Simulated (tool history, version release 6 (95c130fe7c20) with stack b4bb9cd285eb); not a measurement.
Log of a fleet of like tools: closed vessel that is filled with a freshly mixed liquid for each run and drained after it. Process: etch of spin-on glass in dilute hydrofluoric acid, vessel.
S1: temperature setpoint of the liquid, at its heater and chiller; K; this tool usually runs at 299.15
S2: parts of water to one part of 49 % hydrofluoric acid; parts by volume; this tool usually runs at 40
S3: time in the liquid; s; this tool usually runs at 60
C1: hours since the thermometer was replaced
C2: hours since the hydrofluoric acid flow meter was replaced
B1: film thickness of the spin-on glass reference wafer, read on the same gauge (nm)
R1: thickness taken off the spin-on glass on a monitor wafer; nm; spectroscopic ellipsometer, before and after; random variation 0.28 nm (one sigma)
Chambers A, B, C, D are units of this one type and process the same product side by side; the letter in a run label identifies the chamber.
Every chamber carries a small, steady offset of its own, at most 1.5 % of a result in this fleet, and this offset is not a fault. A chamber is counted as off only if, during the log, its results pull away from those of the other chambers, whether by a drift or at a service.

{"run": "1C", "hour": 10.4, "S1": 299.15, "S2": 40, "S3": 60, "C1": 752.6, "C2": 1246.1, "B1": 140, "R1": 39.131}
{"run": "2B", "hour": 19.5, "S1": 299.15, "S2": 40, "S3": 60, "C1": 1014.6, "C2": 1271.7, "B1": 139.98, "R1": 39.254}
{"run": "3A", "hour": 25.9, "S1": 299.15, "S2": 40, "S3": 60, "C1": 573.7, "C2": 286.5, "B1": 140, "R1": 39.183}
{"run": "4D", "hour": 36.1, "S1": 299.15, "S2": 40, "S3": 60, "C1": 809.3, "C2": 1151.3, "B1": 140, "R1": 38.811}
{"run": "5C", "hour": 49.9, "S1": 299.15, "S2": 40, "S3": 60, "C1": 792.1, "C2": 1285.6, "B1": 140.01, "R1": 39.343}
{"run": "6D", "hour": 58.5, "S1": 299.15, "S2": 40, "S3": 60, "C1": 831.7, "C2": 1173.7, "B1": 140.01, "R1": 38.95}
{"run": "7A", "hour": 65.0, "S1": 294.65, "S2": 40, "S3": 60, "C1": 612.8, "C2": 325.6, "B1": 140, "R1": 32.529}
{"hour": 72.3, "done": "chamber A: thermometer replaced"}
{"run": "8B", "hour": 77.2, "S1": 294.65, "S2": 40, "S3": 60, "C1": 1072.3, "C2": 1329.4, "B1": 140.02, "R1": 32.313}
{"run": "9D", "hour": 88.6, "S1": 294.65, "S2": 40, "S3": 60, "C1": 861.8, "C2": 1203.8, "B1": 140.01, "R1": 31.834}
{"run": "10C", "hour": 98.5, "S1": 294.65, "S2": 40, "S3": 60, "C1": 840.7, "C2": 1334.2, "B1": 140, "R1": 32.766}
{"run": "11B", "hour": 112.4, "S1": 299.15, "S2": 35, "S3": 60, "C1": 1107.5, "C2": 1364.6, "B1": 140.03, "R1": 44.819}
{"run": "12A", "hour": 122.2, "S1": 299.15, "S2": 35, "S3": 60, "C1": 50, "C2": 382.8, "B1": 140, "R1": 45.635}
{"run": "13D", "hour": 135.4, "S1": 299.15, "S2": 35, "S3": 60, "C1": 908.6, "C2": 1250.6, "B1": 139.99, "R1": 45.146}
{"run": "14C", "hour": 142.8, "S1": 299.15, "S2": 35, "S3": 60, "C1": 885, "C2": 1378.5, "B1": 140, "R1": 45.248}
{"run": "15B", "hour": 152.4, "S1": 299.15, "S2": 40, "S3": 60, "C1": 1147.5, "C2": 1404.6, "B1": 140.01, "R1": 38.886}
{"run": "16A", "hour": 160.7, "S1": 299.15, "S2": 40, "S3": 60, "C1": 88.5, "C2": 421.3, "B1": 140, "R1": 39.606}
{"run": "17B", "hour": 174.6, "S1": 299.15, "S2": 40, "S3": 60, "C1": 1169.7, "C2": 1426.8, "B1": 140.01, "R1": 38.842}
{"run": "18C", "hour": 187.8, "S1": 299.15, "S2": 40, "S3": 60, "C1": 930, "C2": 1423.5, "B1": 140, "R1": 39.322}
{"run": "19A", "hour": 200.2, "S1": 299.15, "S2": 40, "S3": 60, "C1": 128, "C2": 460.8, "B1": 140.01, "R1": 39.514}
{"run": "20D", "hour": 214.6, "S1": 299.15, "S2": 40, "S3": 60, "C1": 987.8, "C2": 1329.8, "B1": 139.99, "R1": 38.69}
{"run": "21C", "hour": 221.0, "S1": 299.15, "S2": 40, "S3": 60, "C1": 963.2, "C2": 1456.7, "B1": 140, "R1": 39.078}
{"run": "22A", "hour": 232.3, "S1": 299.15, "S2": 40, "S3": 60, "C1": 160.1, "C2": 492.9, "B1": 139.98, "R1": 39.13}
{"run": "23D", "hour": 239.3, "S1": 299.15, "S2": 40, "S3": 60, "C1": 1012.5, "C2": 1354.5, "B1": 140.01, "R1": 38.847}
{"run": "24B", "hour": 252.6, "S1": 299.15, "S2": 40, "S3": 60, "C1": 1247.7, "C2": 1504.8, "B1": 140, "R1": 39.293}
{"run": "25B", "hour": 259.9, "S1": 299.15, "S2": 40, "S3": 60, "C1": 1255, "C2": 1512.1, "B1": 139.98, "R1": 38.92}
{"run": "26C", "hour": 271.2, "S1": 299.15, "S2": 40, "S3": 60, "C1": 1013.4, "C2": 1506.9, "B1": 140.01, "R1": 39.34}
{"hour": 275.4, "done": "chamber A: hydrofluoric acid flow meter replaced"}
{"run": "27D", "hour": 277.9, "S1": 299.15, "S2": 40, "S3": 60, "C1": 1051.1, "C2": 1393.1, "B1": 140, "R1": 38.418}
{"run": "28A", "hour": 284.4, "S1": 299.15, "S2": 40, "S3": 60, "C1": 212.2, "C2": 9, "B1": 140.01, "R1": 39.184}
{"hour": 290.9, "done": "chamber C: hydrofluoric acid flow meter replaced"}
{"run": "29A", "hour": 293.6, "S1": 299.15, "S2": 25, "S3": 35, "C1": 221.4, "C2": 18.2, "B1": 139.99, "R1": 37.929}
{"run": "30B", "hour": 306.3, "S1": 299.15, "S2": 25, "S3": 35, "C1": 1301.4, "C2": 1558.5, "B1": 140, "R1": 37.062}
{"run": "31C", "hour": 317.7, "S1": 299.15, "S2": 25, "S3": 35, "C1": 1059.9, "C2": 26.8, "B1": 140.02, "R1": 37.226}
{"run": "32D", "hour": 330.1, "S1": 299.15, "S2": 25, "S3": 35, "C1": 1103.3, "C2": 1445.3, "B1": 140.02, "R1": 36.871}
{"run": "33B", "hour": 343.4, "S1": 299.15, "S2": 40, "S3": 60, "C1": 1338.5, "C2": 1595.6, "B1": 140.01, "R1": 38.778}

Next, all 4 chambers run the settings below, one line each with question marks for the results. What does each chamber give?
{"run": "34A", "hour": 353.8, "S1": 299.15, "S2": 45, "S3": 60, "R1": "?"}
{"run": "34B", "hour": 353.8, "S1": 299.15, "S2": 45, "S3": 60, "R1": "?"}
{"run": "34C", "hour": 353.8, "S1": 299.15, "S2": 45, "S3": 60, "R1": "?"}
{"run": "34D", "hour": 353.8, "S1": 299.15, "S2": 45, "S3": 60, "R1": "?"}

run=34A R1=34.727
run=34B R1=34.468
run=34C R1=34.749
run=34D R1=34.729
